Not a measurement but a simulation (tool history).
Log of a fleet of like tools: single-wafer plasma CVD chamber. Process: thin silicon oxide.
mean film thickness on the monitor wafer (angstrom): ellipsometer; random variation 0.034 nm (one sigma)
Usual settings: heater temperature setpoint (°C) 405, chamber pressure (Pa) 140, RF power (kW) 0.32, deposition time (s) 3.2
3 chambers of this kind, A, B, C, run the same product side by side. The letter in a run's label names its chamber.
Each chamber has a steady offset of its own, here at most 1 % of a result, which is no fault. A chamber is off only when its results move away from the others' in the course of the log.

run   hour  heater temperature setpoint (°C)  chamber pressure (Pa)  RF power (kW)  deposition time (s)  read-back reference wafer on the same gauge, thickness_nm  mean film thickness on the monitor wafer (angstrom)
 1B     11                               405                    140           0.32                  3.2                                                     6.4321                                               75.212
 2C   20.7                               405                    140           0.32                  3.2                                                       6.43                                                74.87
 3A     31                               405                    140           0.32                  3.2                                                     6.4298                                               75.006
 4B   37.4                               405                    140           0.32                  3.2                                                     6.4337                                               75.185
 5C   48.3                               405                    140           0.32                  3.2                                                     6.4261                                               74.342
 6A   59.1                               405                    140           0.32                  3.2                                                     6.4243                                               75.186
 7A   65.6                               405                    140           0.32                  3.2                                                     6.4308                                               75.645
 8B   73.2                               405                    140           0.32                  3.2                                                     6.4267                                               75.365
 9C   82.1                               405                    140           0.32                  3.2                                                     6.4318                                               75.032
10A   95.5                               405                    140           0.32                  3.2                                                     6.4365                                               75.701
11B  102.5                               405                    140           0.32                  3.2                                                     6.4332                                               75.455
12C  110.5                               405                    140           0.32                  3.2                                                       6.43                                               74.783
13A  119.6                               405                    140           0.32                  3.2                                                     6.4364                                               75.192
14C  127.4                               405                    140           0.32                  3.2                                                     6.4348                                               74.422
15B  137.4                               405                    140           0.32                  3.2                                                     6.4303                                               75.407
16A  144.3                               405                    140           0.32                  3.2                                                     6.4383                                               75.359
17B    153                               405                    140           0.32                  3.2                                                     6.4419                                               74.896
18C  166.8                               405                    140           0.32                  3.2                                                      6.425                                               74.567
19C  178.7                               405                    140           0.32                  3.2                                                      6.434                                                74.56
20B  190.1                               405                    140           0.32                  3.2                                                     6.4379                                               75.794
21A  200.7                               405                    140          0.355                 3.71                                                     6.4373                                               90.288
     210.1  -- chamber B: thermocouple changed; heater temperature recalibrated
22B  211.7                               405                    140          0.355                 3.71                                                     6.4384                                               91.053
23C  223.5                               405                    140          0.355                 3.71                                                     6.4304                                               90.255
24A  236.4                               405                    140           0.32                  3.2                                                     6.4246                                               74.605
25A  245.7                               405                    140           0.32                  3.2                                                     6.4234                                               74.506
26B  253.1                               405                    140           0.32                  3.2                                                     6.4292                                               75.504
27C  266.3                               405                    140           0.32                  3.2                                                     6.4241                                               74.515
28B    276                               405                    140           0.32                  3.2                                                     6.4319                                               75.769
29C  288.6                               405                    140           0.29                 3.58                                                      6.434                                               79.675
30A  300.6                               405                    140           0.29                 3.58                                                     6.4306                                               80.096
31C  307.4                               405                    140           0.29                 3.58                                                     6.4263                                               79.994
32B    320                               405                    140           0.32                  3.2                                                     6.4293                                               75.487
33A  333.5                               405                    140           0.32                  3.2                                                     6.4292                                               73.866
34A  343.4                               405                    140           0.32                  3.2                                                     6.4372                                               73.573
     348.6  -- chamber C: RF generator calibrated
35C    350                               405                    140           0.32                  3.2                                                     6.4261                                               74.355
36B  359.8                               405                    140           0.32                  3.2                                                     6.4303                                               75.289
37C  369.8                               405                    140           0.32                  3.2                                                     6.4308                                                74.56
38A  378.2                               405                    140           0.32                  3.2                                                     6.4311                                               73.472
39B    390                               405                    140           0.32                  3.2                                                     6.4342                                               75.036
40C  397.5                               405                    140           0.32                  3.2                                                     6.4264                                               74.466

Is one chamber off against the others, does the gauge drift, or is nothing wrong? If a chamber is off, say which, and what the likeliest cause is.

Chamber A drifts away from the others.
Cause: delivered RF power below the setpoint (%) = 7.7.
The log may not tell that from: true pressure below the setpoint (%).

Here are 4 candidates for chamber A's next run, each the usual settings with a change, their results left as question marks. Which one brings its results back in line with what the others give on the usual settings?
In line means no further than this from the other chambers' mean on the usual settings: mean film thickness on the monitor wafer (angstrom) 1.2
41A-1  407.4                               405                    145           0.32                  3.2                                                                                                               ?
41A-2  407.4                               405                    140          0.325                 3.35                                                                                                               ?
41A-3  407.4                               405                    129           0.32                  3.2                                                                                                               ?
41A-4  407.4                               405                    137           0.32                 3.15                                                                                                               ?

The other chambers' mean on the usual settings: mean film thickness on the monitor wafer (angstrom) 75.04
  run  mean film thickness on the monitor wafer (angstrom)
41A-1                                                74.68
41A-2                                               76.739
41A-3                                               69.003
41A-4                                               70.781
41A-1 brings the chamber back in line.
